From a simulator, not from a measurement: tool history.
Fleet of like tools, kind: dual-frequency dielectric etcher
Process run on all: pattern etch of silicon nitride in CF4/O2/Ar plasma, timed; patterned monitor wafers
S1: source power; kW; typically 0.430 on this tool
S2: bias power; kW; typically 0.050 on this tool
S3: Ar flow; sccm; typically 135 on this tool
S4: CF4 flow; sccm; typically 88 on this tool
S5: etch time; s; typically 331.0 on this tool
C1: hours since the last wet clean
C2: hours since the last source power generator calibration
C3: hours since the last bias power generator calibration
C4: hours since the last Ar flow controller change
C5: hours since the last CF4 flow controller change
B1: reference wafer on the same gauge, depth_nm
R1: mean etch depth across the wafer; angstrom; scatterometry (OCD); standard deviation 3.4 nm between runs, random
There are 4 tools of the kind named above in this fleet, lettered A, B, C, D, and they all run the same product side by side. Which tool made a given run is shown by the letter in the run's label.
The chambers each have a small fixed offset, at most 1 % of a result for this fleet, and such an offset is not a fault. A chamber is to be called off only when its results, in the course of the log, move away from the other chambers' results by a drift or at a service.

run 1D hour=10.9 | S1=0.430 S2=0.050 S3=135 S4=88 S5=331.0 | C1=103.0 C2=1423.7 C3=1483.0 C4=353.4 C5=134.5 | B1=546.46 | R1=5205.8
run 2C hour=25.8 | S1=0.430 S2=0.050 S3=135 S4=88 S5=331.0 | C1=109.9 C2=789.2 C3=1761.5 C4=610.9 C5=1975.0 | B1=547.12 | R1=5298.1
run 3B hour=34.4 | S1=0.430 S2=0.050 S3=135 S4=88 S5=331.0 | C1=282.1 C2=191.0 C3=1678.9 C4=2963.7 C5=3627.2 | B1=546.53 | R1=5163.8
run 4A hour=45.2 | S1=0.430 S2=0.050 S3=135 S4=88 S5=331.0 | C1=199.2 C2=1466.9 C3=1222.9 C4=2323.7 C5=1863.3 | B1=546.34 | R1=5259.2
run 5C hour=60.8 | S1=0.430 S2=0.050 S3=135 S4=88 S5=331.0 | C1=144.9 C2=824.2 C3=1796.5 C4=645.9 C5=2010.0 | B1=546.89 | R1=5232.4
run 6D hour=71.1 | S1=0.430 S2=0.050 S3=135 S4=88 S5=331.0 | C1=163.2 C2=1483.9 C3=1543.2 C4=413.6 C5=194.7 | B1=547.20 | R1=5191.6
run 7A hour=79.1 | S1=0.430 S2=0.059 S3=146 S4=88 S5=331.0 | C1=233.1 C2=1500.8 C3=1256.8 C4=2357.6 C5=1897.2 | B1=547.90 | R1=5503.8
run 8B hour=92.6 | S1=0.430 S2=0.059 S3=146 S4=88 S5=331.0 | C1=340.3 C2=249.2 C3=1737.1 C4=3021.9 C5=3685.4 | B1=546.99 | R1=5486.2
run 9B hour=99.7 | S1=0.430 S2=0.059 S3=146 S4=88 S5=331.0 | C1=347.4 C2=256.3 C3=1744.2 C4=3029.0 C5=3692.5 | B1=546.78 | R1=5580.2
run 10D hour=107.4 | S1=0.430 S2=0.059 S3=146 S4=88 S5=331.0 | C1=199.5 C2=1520.2 C3=1579.5 C4=449.9 C5=231.0 | B1=547.80 | R1=5503.3
run 11C hour=118.3 | S1=0.430 S2=0.050 S3=135 S4=88 S5=331.0 | C1=202.4 C2=881.7 C3=1854.0 C4=703.4 C5=2067.5 | B1=547.18 | R1=5205.7
run 12A hour=126.1 | S1=0.430 S2=0.050 S3=135 S4=88 S5=331.0 | C1=280.1 C2=1547.8 C3=1303.8 C4=2404.6 C5=1944.2 | B1=547.34 | R1=5247.7
run 13A hour=135.9 | S1=0.430 S2=0.050 S3=135 S4=88 S5=331.0 | C1=289.9 C2=1557.6 C3=1313.6 C4=2414.4 C5=1954.0 | B1=548.14 | R1=5185.9
run 14B hour=146.1 | S1=0.430 S2=0.039 S3=135 S4=88 S5=331.0 | C1=393.8 C2=302.7 C3=1790.6 C4=3075.4 C5=3738.9 | B1=547.20 | R1=4781.6
run 15D hour=158.9 | S1=0.430 S2=0.039 S3=135 S4=88 S5=331.0 | C1=251.0 C2=1571.7 C3=1631.0 C4=501.4 C5=282.5 | B1=547.03 | R1=4772.6
-- hour=160.0 chamber B: wet clean of the chamber
run 16C hour=174.3 | S1=0.430 S2=0.039 S3=135 S4=88 S5=331.0 | C1=258.4 C2=937.7 C3=1910.0 C4=759.4 C5=2123.5 | B1=546.17 | R1=4806.2
-- hour=175.4 chamber A: CF4 flow controller replaced
run 17C hour=183.0 | S1=0.430 S2=0.039 S3=135 S4=88 S5=331.0 | C1=267.1 C2=946.4 C3=1918.7 C4=768.1 C5=2132.2 | B1=547.83 | R1=4710.2
run 18A hour=193.1 | S1=0.430 S2=0.050 S3=135 S4=88 S5=331.0 | C1=347.1 C2=1614.8 C3=1370.8 C4=2471.6 C5=17.7 | B1=546.99 | R1=5200.9
run 19B hour=206.7 | S1=0.430 S2=0.050 S3=135 S4=88 S5=331.0 | C1=46.8 C2=363.3 C3=1851.2 C4=3136.0 C5=3799.5 | B1=546.06 | R1=5217.0
run 20D hour=214.2 | S1=0.430 S2=0.050 S3=135 S4=88 S5=331.0 | C1=306.3 C2=1627.0 C3=1686.3 C4=556.7 C5=337.8 | B1=546.83 | R1=5243.4
-- hour=221.2 chamber D: bias power generator calibrated
run 21D hour=225.0 | S1=0.340 S2=0.050 S3=135 S4=80 S5=331.0 | C1=317.1 C2=1637.8 C3=3.9 C4=567.5 C5=348.6 | B1=547.96 | R1=4193.8
run 22B hour=238.6 | S1=0.340 S2=0.050 S3=135 S4=80 S5=331.0 | C1=78.7 C2=395.2 C3=1883.1 C4=3167.9 C5=3831.4 | B1=547.73 | R1=4178.5
run 23A hour=252.0 | S1=0.340 S2=0.050 S3=135 S4=80 S5=331.0 | C1=406.0 C2=1673.7 C3=1429.7 C4=2530.5 C5=76.6 | B1=547.04 | R1=4240.7
run 24C hour=262.9 | S1=0.340 S2=0.050 S3=135 S4=80 S5=331.0 | C1=347.0 C2=1026.3 C3=1998.6 C4=848.0 C5=2212.1 | B1=547.24 | R1=4215.6
run 25A hour=273.5 | S1=0.430 S2=0.050 S3=135 S4=88 S5=331.0 | C1=427.5 C2=1695.2 C3=1451.2 C4=2552.0 C5=98.1 | B1=546.78 | R1=5215.7
-- hour=276.3 chamber A: source power generator calibrated
run 26D hour=287.3 | S1=0.430 S2=0.050 S3=135 S4=88 S5=331.0 | C1=379.4 C2=1700.1 C3=66.2 C4=629.8 C5=410.9 | B1=547.21 | R1=5220.2
run 27B hour=295.4 | S1=0.430 S2=0.050 S3=117 S4=88 S5=259.5 | C1=135.5 C2=452.0 C3=1939.9 C4=3224.7 C5=3888.2 | B1=546.82 | R1=4146.3
run 28C hour=306.5 | S1=0.430 S2=0.050 S3=117 S4=88 S5=259.5 | C1=390.6 C2=1069.9 C3=2042.2 C4=891.6 C5=2255.7 | B1=546.59 | R1=4207.1
run 29A hour=317.3 | S1=0.430 S2=0.050 S3=117 S4=88 S5=259.5 | C1=471.3 C2=41.1 C3=1495.0 C4=2595.8 C5=141.9 | B1=547.32 | R1=4119.3
run 30B hour=331.3 | S1=0.430 S2=0.050 S3=117 S4=88 S5=259.5 | C1=171.4 C2=487.9 C3=1975.8 C4=3260.6 C5=3924.1 | B1=547.09 | R1=4150.1
run 31D hour=339.9 | S1=0.430 S2=0.050 S3=135 S4=88 S5=331.0 | C1=432.0 C2=1752.7 C3=118.8 C4=682.4 C5=463.5 | B1=547.16 | R1=5270.1
run 32C hour=354.0 | S1=0.430 S2=0.050 S3=135 S4=88 S5=331.0 | C1=438.1 C2=1117.4 C3=2089.7 C4=939.1 C5=2303.2 | B1=547.69 | R1=5310.3
run 33C hour=361.8 | S1=0.430 S2=0.050 S3=135 S4=88 S5=331.0 | C1=445.9 C2=1125.2 C3=2097.5 C4=946.9 C5=2311.0 | B1=547.93 | R1=5259.4
-- hour=367.8 chamber D: wet clean of the chamber
run 34A hour=376.7 | S1=0.460 S2=0.050 S3=135 S4=88 S5=331.0 | C1=530.7 C2=100.5 C3=1554.4 C4=2655.2 C5=201.3 | B1=546.71 | R1=5554.6
run 35B hour=390.9 | S1=0.460 S2=0.050 S3=135 S4=88 S5=331.0 | C1=231.0 C2=547.5 C3=2035.4 C4=3320.2 C5=3983.7 | B1=546.49 | R1=5578.4
run 36D hour=401.7 | S1=0.460 S2=0.050 S3=135 S4=88 S5=331.0 | C1=34.0 C2=1814.5 C3=180.6 C4=744.2 C5=525.3 | B1=547.28 | R1=5519.0
run 37D hour=413.3 | S1=0.460 S2=0.050 S3=135 S4=88 S5=331.0 | C1=45.6 C2=1826.1 C3=192.2 C4=755.8 C5=536.9 | B1=547.49 | R1=5558.6

Is one chamber off against the others, does the gauge drift, or is nothing wrong? If a chamber is off, say which, and what the likeliest cause is.

Beyond each chamber's small constant offset nothing stands out, and the gauge stays steady.

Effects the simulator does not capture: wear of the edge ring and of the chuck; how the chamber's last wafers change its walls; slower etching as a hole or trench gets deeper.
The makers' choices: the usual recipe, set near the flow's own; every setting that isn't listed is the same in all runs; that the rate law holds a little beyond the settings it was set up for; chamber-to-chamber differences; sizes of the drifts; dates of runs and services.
